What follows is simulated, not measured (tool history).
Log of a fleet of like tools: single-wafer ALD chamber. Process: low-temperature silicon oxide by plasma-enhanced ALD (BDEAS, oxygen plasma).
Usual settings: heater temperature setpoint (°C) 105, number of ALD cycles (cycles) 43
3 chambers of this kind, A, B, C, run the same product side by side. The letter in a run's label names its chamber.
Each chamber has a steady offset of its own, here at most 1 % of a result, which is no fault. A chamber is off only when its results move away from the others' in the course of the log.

run	hour	heater temperature setpoint (°C)	number of ALD cycles (cycles)	hours since the last thermocouple change	read-back reference wafer on the same gauge, thickness_nm	mean film thickness on the monitor wafer (nm)
1C	7.2	105	43	323.1	5.3260	6.1209
2B	14.2	105	43	405.5	5.3286	6.0841
3A	21.0	105	43	264.4	5.3233	6.0730
4A	26.8	105	43	270.2	5.3238	6.0579
5B	33.3	118	35	424.6	5.3223	4.8191
6C	39.0	118	35	354.9	5.3192	4.8550
7A	45.1	118	35	288.5	5.3194	4.8170
8C	52.0	105	43	367.9	5.3155	6.0871
9B	56.4	105	43	447.7	5.3150	6.0627
10A	63.2	105	43	306.6	5.3105	6.0519
11C	68.7	97	43	384.6	5.3099	6.2118
12B	72.2	97	43	463.5	5.3082	6.1674
13C	78.2	97	43	394.1	5.3080	6.2123
14A	83.9	105	43	327.3	5.3066	6.0486
15B	90.8	105	43	482.1	5.3065	6.0416
16A	95.8	105	43	339.2	5.3035	6.0310
17B	100.6	101	40	491.9	5.3046	5.6568
18C	108.0	101	40	423.9	5.3011	5.6940
19C	112.4	101	40	428.3	5.2965	5.7069
20B	119.4	105	43	510.7	5.2948	6.0355
21A	124.5	105	43	367.9	5.2940	6.0235
22A	130.6	105	43	374.0	5.2901	6.0176

Is one chamber off against the others, does the gauge drift, or is nothing wrong? If a chamber is off, say which, and what the likeliest cause is.

The gauge drifts, so all chambers seem to drift together. No chamber is off.
Cause: gauge reads low (%) = 0.729.

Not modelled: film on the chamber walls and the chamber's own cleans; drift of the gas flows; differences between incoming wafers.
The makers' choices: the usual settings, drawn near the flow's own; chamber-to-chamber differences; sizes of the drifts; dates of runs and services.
